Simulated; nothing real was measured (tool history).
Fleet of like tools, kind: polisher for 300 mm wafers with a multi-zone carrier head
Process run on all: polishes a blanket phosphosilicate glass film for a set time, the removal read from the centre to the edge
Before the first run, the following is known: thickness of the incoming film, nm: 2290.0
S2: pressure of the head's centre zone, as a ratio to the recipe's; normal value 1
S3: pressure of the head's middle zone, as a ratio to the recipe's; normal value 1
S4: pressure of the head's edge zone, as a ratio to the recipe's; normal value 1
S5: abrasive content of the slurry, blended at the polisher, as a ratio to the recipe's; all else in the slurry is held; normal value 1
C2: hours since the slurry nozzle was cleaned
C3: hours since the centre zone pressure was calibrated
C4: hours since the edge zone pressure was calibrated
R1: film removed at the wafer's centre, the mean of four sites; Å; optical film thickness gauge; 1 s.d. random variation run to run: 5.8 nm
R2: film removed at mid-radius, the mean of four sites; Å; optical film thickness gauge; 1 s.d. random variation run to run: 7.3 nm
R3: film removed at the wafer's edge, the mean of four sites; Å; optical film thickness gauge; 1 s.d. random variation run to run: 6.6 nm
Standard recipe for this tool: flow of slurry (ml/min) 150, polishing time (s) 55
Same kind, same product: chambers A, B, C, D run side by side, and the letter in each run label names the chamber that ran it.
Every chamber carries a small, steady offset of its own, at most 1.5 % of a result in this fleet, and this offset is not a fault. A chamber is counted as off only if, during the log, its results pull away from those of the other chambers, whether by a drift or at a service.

At hour 8.1: chamber A: worn pad replaced by a new one.
Run 1C, hour 11.9: usual settings; wafers polished on this pad 773; C2 120; C3 1223.9; C4 653.3. Result: R1 5826.1 Å, R2 5849.4 Å, R3 5916.4 Å.
Run 2A, hour 18.4: usual settings; wafers polished on this pad 133; C2 126.7; C3 72.4; C4 531.5. Result: R1 5840.4 Å, R2 5859.4 Å, R3 5840.4 Å.
At hour 30.6: chamber B: worn pad replaced by a new one.
Run 3D, hour 30.8: usual settings; wafers polished on this pad 454; C2 595.1; C3 1053.2; C4 478.6. Result: R1 5812.4 Å, R2 5812.7 Å, R3 5936.3 Å.
Run 4B, hour 42: usual settings; wafers polished on this pad 148; C2 416.3; C3 129.2; C4 300.7. Result: R1 5907.4 Å, R2 6019.4 Å, R3 5945.8 Å.
At hour 50.4: chamber D: worn pad replaced by a new one.
Run 5C, hour 52.5: usual settings but S2 1.04, S4 1.11; wafers polished on this pad 1300; C2 160.6; C3 1264.5; C4 693.9. Result: R1 6073.8 Å, R2 5858.3 Å, R3 6294.3 Å.
Run 6B, hour 62.7: usual settings but S2 1.04, S4 1.11; wafers polished on this pad 416; C2 437; C3 149.9; C4 321.4. Result: R1 6103.3 Å, R2 5914.3 Å, R3 6266.8 Å.
Run 7A, hour 74.4: usual settings but S2 1.04, S4 1.11; wafers polished on this pad 860; C2 182.7; C3 128.4; C4 587.5. Result: R1 6046.1 Å, R2 5791.7 Å, R3 6273.3 Å.
Run 8D, hour 81.6: usual settings but S2 1.04, S4 1.11; wafers polished on this pad 405; C2 645.9; C3 1104; C4 529.4. Result: R1 6032.2 Å, R2 5915.3 Å, R3 6230.8 Å.
At hour 94.7: chamber A: worn pad replaced by a new one.
Run 9C, hour 94.7: usual settings; wafers polished on this pad 1847; C2 202.8; C3 1306.7; C4 736.1. Result: R1 5656.6 Å, R2 5800.3 Å, R3 5815.8 Å.
Run 10A, hour 103.2: usual settings; wafers polished on this pad 111; C2 211.5; C3 157.2; C4 616.3. Result: R1 5889 Å, R2 5799.6 Å, R3 5885.5 Å.
At hour 111: chamber D: worn pad replaced by a new one.
Run 11D, hour 112.9: usual settings; wafers polished on this pad 25; C2 677.2; C3 1135.3; C4 560.7. Result: R1 5816.3 Å, R2 5958.9 Å, R3 5811.1 Å.
At hour 119.8: chamber B: worn pad replaced by a new one.
Run 12B, hour 121.1: usual settings; wafers polished on this pad 17; C2 495.4; C3 208.3; C4 379.8. Result: R1 5982.5 Å, R2 6016.6 Å, R3 5989.6 Å.
Run 13A, hour 128: usual settings; wafers polished on this pad 433; C2 236.3; C3 182; C4 641.1. Result: R1 5701.6 Å, R2 5803.1 Å, R3 5797.4 Å.
At hour 128.8: chamber B: edge zone pressure recalibrated.
At hour 136.1: chamber C: centre zone pressure recalibrated.
Run 14B, hour 140.7: usual settings; wafers polished on this pad 271; C2 515; C3 227.9; C4 11.9. Result: R1 5825 Å, R2 5990.3 Å, R3 5856.9 Å.
Run 15C, hour 149.4: usual settings; wafers polished on this pad 2557; C2 257.5; C3 13.3; C4 790.8. Result: R1 5606.9 Å, R2 5606.3 Å, R3 5687.8 Å.
Run 16D, hour 161.6: usual settings; wafers polished on this pad 657; C2 725.9; C3 1184; C4 609.4. Result: R1 5708.7 Å, R2 5987.2 Å, R3 5880.8 Å.
At hour 168.9: chamber D: worn pad replaced by a new one.
Run 17A, hour 172.1: usual settings; wafers polished on this pad 1005; C2 280.4; C3 226.1; C4 685.2. Result: R1 5729 Å, R2 5741.6 Å, R3 5879.5 Å.
Run 18D, hour 184.9: usual settings but S2 1.06, S3 0.96; wafers polished on this pad 207; C2 749.2; C3 1207.3; C4 632.7. Result: R1 6127.5 Å, R2 5493.9 Å, R3 5875.6 Å.
Run 19C, hour 196.1: usual settings but S2 1.06, S3 0.96; wafers polished on this pad 3163; C2 304.2; C3 60; C4 837.5. Result: R1 5742 Å, R2 5348.3 Å, R3 5459.2 Å.
At hour 196.3: chamber A: worn pad replaced by a new one.
Run 20B, hour 209.1: usual settings but S2 1.06, S3 0.96; wafers polished on this pad 1158; C2 583.4; C3 296.3; C4 80.3. Result: R1 6140.3 Å, R2 5732.8 Å, R3 5834 Å.
At hour 209.3: chamber B: slurry nozzle cleaned.
Run 21D, hour 218.2: usual settings but S2 1.06, S3 0.96; wafers polished on this pad 639; C2 782.5; C3 1240.6; C4 666. Result: R1 6225.8 Å, R2 5694.6 Å, R3 5808.9 Å.
At hour 225.9: chamber B: worn pad replaced by a new one.
Run 22A, hour 228.5: usual settings; wafers polished on this pad 418; C2 336.8; C3 282.5; C4 741.6. Result: R1 5861.1 Å, R2 5787.2 Å, R3 5878.4 Å.
At hour 228.9: chamber D: worn pad replaced by a new one.
Run 23B, hour 236.9: usual settings; wafers polished on this pad 142; C2 27.6; C3 324.1; C4 108.1. Result: R1 5908.4 Å, R2 5983.6 Å, R3 5978.4 Å.
Run 24C, hour 244.4: usual settings; wafers polished on this pad 3789; C2 352.5; C3 108.3; C4 885.8. Result: R1 5404.9 Å, R2 5569.9 Å, R3 5538.6 Å.
Run 25D, hour 255: usual settings; wafers polished on this pad 339; C2 819.3; C3 1277.4; C4 702.8. Result: R1 5648.5 Å, R2 5876.7 Å, R3 5878.3 Å.
Run 26C, hour 263.6: usual settings; wafers polished on this pad 4038; C2 371.7; C3 127.5; C4 905. Result: R1 5311.2 Å, R2 5324.9 Å, R3 5505.9 Å.

All 4 chambers run these settings next. Forecast each chamber's results:
Run 27A, hour 273.2: usual settings. Result: R1 ?, R2 ?, R3 ?.
Run 27B, hour 273.2: usual settings. Result: R1 ?, R2 ?, R3 ?.
Run 27C, hour 273.2: usual settings. Result: R1 ?, R2 ?, R3 ?.
Run 27D, hour 273.2: usual settings. Result: R1 ?, R2 ?, R3 ?.

run      R1      R2      R3
27A  5821.3  5796.3  5882.8
27B  5903.7  5832.5  5957.3
27C  5381.7  5387.8  5538.7
27D  5768.9  5976.4  5845.3
